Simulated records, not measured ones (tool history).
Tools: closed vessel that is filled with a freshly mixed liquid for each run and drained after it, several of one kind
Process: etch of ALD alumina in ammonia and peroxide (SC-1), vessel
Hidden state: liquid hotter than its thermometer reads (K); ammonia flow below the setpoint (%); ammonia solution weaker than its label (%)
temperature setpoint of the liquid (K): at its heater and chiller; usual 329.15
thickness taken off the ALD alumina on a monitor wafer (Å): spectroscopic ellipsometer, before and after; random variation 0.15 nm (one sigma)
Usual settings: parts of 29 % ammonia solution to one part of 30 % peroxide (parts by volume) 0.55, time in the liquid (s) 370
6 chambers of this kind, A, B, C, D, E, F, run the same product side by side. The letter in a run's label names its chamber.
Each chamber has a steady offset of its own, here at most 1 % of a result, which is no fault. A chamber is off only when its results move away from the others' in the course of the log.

| run | hour | temperature setpoint of the liquid (K) | parts of 29 % ammonia solution to one part of 30 % peroxide (parts by volume) | time in the liquid (s) | hours since the thermometer was replaced | hours since the ammonia flow meter was replaced | hours since the drum of ammonia solution was connected | read-back film thickness of the ALD alumina reference wafer, read on the same gauge (nm) | thickness taken off the ALD alumina on a monitor wafer (Å) |
|---|---|---|---|---|---|---|---|---|---|
| 1E | 6.6 | 329.15 | 0.55 | 370 | 44.2 | 610.5 | 566.8 | 109.98 | 239.61 |
| 2A | 16.3 | 329.15 | 0.55 | 370 | 2152.9 | 132.6 | 885.9 | 109.99 | 243.41 |
| 3C | 21.1 | 329.15 | 0.55 | 370 | 248.8 | 243.7 | 821.7 | 110.01 | 240.12 |
| 4D | 30.7 | 329.15 | 0.55 | 370 | 2271.1 | 895.0 | 594.3 | 110.02 | 240.82 |
| 5B | 41.3 | 329.15 | 0.55 | 370 | 1282.6 | 1325.4 | 552.7 | 109.99 | 239.35 |
| 6F | 46.0 | 329.15 | 0.55 | 370 | 745.7 | 2225.9 | 183.8 | 110.01 | 241.63 |
|  | 47.8 | chamber A: new drum of ammonia solution connected |
|  | 51.0 | chamber F: new drum of ammonia solution connected |
| 7F | 55.9 | 324.15 | 0.55 | 370 | 755.6 | 2235.8 | 4.9 | 109.99 | 185.02 |
| 8A | 62.6 | 324.15 | 0.55 | 370 | 2199.2 | 178.9 | 14.9 | 109.98 | 189.88 |
| 9D | 72.3 | 324.15 | 0.55 | 370 | 2312.7 | 936.6 | 635.9 | 110.02 | 186.85 |
| 10E | 78.4 | 324.15 | 0.55 | 370 | 116.0 | 682.3 | 638.6 | 109.98 | 186.82 |
|  | 83.6 | chamber F: ammonia flow meter replaced |
| 11C | 87.4 | 324.15 | 0.55 | 370 | 315.1 | 310.0 | 888.0 | 109.96 | 182.12 |
| 12B | 94.5 | 324.15 | 0.55 | 370 | 1335.8 | 1378.6 | 605.9 | 110.01 | 183.23 |
| 13B | 103.2 | 336.15 | 0.55 | 530 | 1344.5 | 1387.3 | 614.6 | 110.01 | 493.92 |
| 14D | 112.6 | 336.15 | 0.55 | 530 | 2353.0 | 976.9 | 676.2 | 110.00 | 495.88 |
| 15F | 118.8 | 336.15 | 0.55 | 530 | 818.5 | 35.3 | 67.8 | 110.02 | 499.60 |
|  | 120.0 | chamber B: new drum of ammonia solution connected |
| 16C | 127.2 | 336.15 | 0.55 | 530 | 354.9 | 349.8 | 927.8 | 109.98 | 489.83 |
| 17A | 134.5 | 336.15 | 0.55 | 530 | 2271.1 | 250.8 | 86.8 | 110.03 | 500.08 |
|  | 136.8 | chamber D: thermometer replaced |
| 18E | 141.9 | 336.15 | 0.55 | 530 | 179.5 | 745.8 | 702.1 | 110.01 | 490.85 |
| 19E | 146.7 | 329.15 | 0.55 | 370 | 184.3 | 750.6 | 706.9 | 109.97 | 242.40 |
| 20A | 155.2 | 329.15 | 0.55 | 370 | 2291.8 | 271.5 | 107.5 | 109.98 | 243.82 |
|  | 159.4 | chamber B: ammonia flow meter replaced |
| 21F | 161.3 | 329.15 | 0.55 | 370 | 861.0 | 77.8 | 110.3 | 109.97 | 242.81 |
| 22C | 170.1 | 329.15 | 0.55 | 370 | 397.8 | 392.7 | 970.7 | 109.97 | 241.25 |
| 23B | 174.8 | 329.15 | 0.55 | 370 | 1416.1 | 15.4 | 54.9 | 110.00 | 240.64 |
| 24D | 182.4 | 329.15 | 0.55 | 370 | 45.7 | 1046.7 | 746.0 | 109.96 | 242.80 |
| 25C | 187.0 | 329.15 | 0.55 | 370 | 414.7 | 409.6 | 987.6 | 110.03 | 240.45 |
|  | 187.1 | chamber E: new drum of ammonia solution connected |
| 26F | 195.6 | 329.15 | 0.55 | 370 | 895.3 | 112.1 | 144.6 | 110.01 | 246.34 |
| 27B | 202.9 | 329.15 | 0.55 | 370 | 1444.2 | 43.5 | 83.0 | 110.00 | 239.87 |
| 28E | 208.0 | 329.15 | 0.55 | 370 | 245.6 | 811.9 | 21.0 | 109.97 | 241.30 |
| 29D | 217.8 | 329.15 | 0.55 | 370 | 81.1 | 1082.1 | 781.4 | 110.02 | 242.23 |
| 30A | 227.6 | 329.15 | 0.55 | 370 | 2364.2 | 343.9 | 179.9 | 110.00 | 244.89 |
| 31D | 232.3 | 329.15 | 0.55 | 370 | 95.6 | 1096.6 | 795.9 | 110.00 | 242.86 |
|  | 236.5 | chamber F: new drum of ammonia solution connected |
| 32F | 240.4 | 329.15 | 0.55 | 370 | 940.1 | 156.9 | 4.0 | 110.01 | 251.93 |
| 33B | 250.8 | 329.15 | 0.55 | 370 | 1492.1 | 91.4 | 130.9 | 110.03 | 240.17 |
| 34C | 260.9 | 329.15 | 0.55 | 370 | 488.6 | 483.5 | 1061.5 | 110.02 | 238.94 |
| 35A | 270.7 | 329.15 | 0.55 | 370 | 2407.3 | 387.0 | 223.0 | 110.01 | 242.72 |
| 36E | 277.1 | 329.15 | 0.55 | 370 | 314.7 | 881.0 | 90.1 | 110.00 | 243.62 |
|  | 277.2 | chamber C: new drum of ammonia solution connected |
| 37E | 283.3 | 329.15 | 0.55 | 370 | 320.9 | 887.2 | 96.3 | 110.06 | 243.70 |
| 38C | 290.6 | 329.15 | 0.55 | 370 | 518.3 | 513.2 | 13.5 | 109.99 | 241.23 |

Next, every chamber runs the same settings. What will each give?
| 39A | 298.3 | 329.15 | 0.55 | 370 |  |  |  |  | ? |
| 39B | 298.3 | 329.15 | 0.55 | 370 |  |  |  |  | ? |
| 39C | 298.3 | 329.15 | 0.55 | 370 |  |  |  |  | ? |
| 39D | 298.3 | 329.15 | 0.55 | 370 |  |  |  |  | ? |
| 39E | 298.3 | 329.15 | 0.55 | 370 |  |  |  |  | ? |
| 39F | 298.3 | 329.15 | 0.55 | 370 |  |  |  |  | ? |

| run | thickness taken off the ALD alumina on a monitor wafer (Å) |
|---|---|
| 39A | 243.60 |
| 39B | 235.87 |
| 39C | 239.42 |
| 39D | 243.18 |
| 39E | 242.19 |
| 39F | 248.36 |

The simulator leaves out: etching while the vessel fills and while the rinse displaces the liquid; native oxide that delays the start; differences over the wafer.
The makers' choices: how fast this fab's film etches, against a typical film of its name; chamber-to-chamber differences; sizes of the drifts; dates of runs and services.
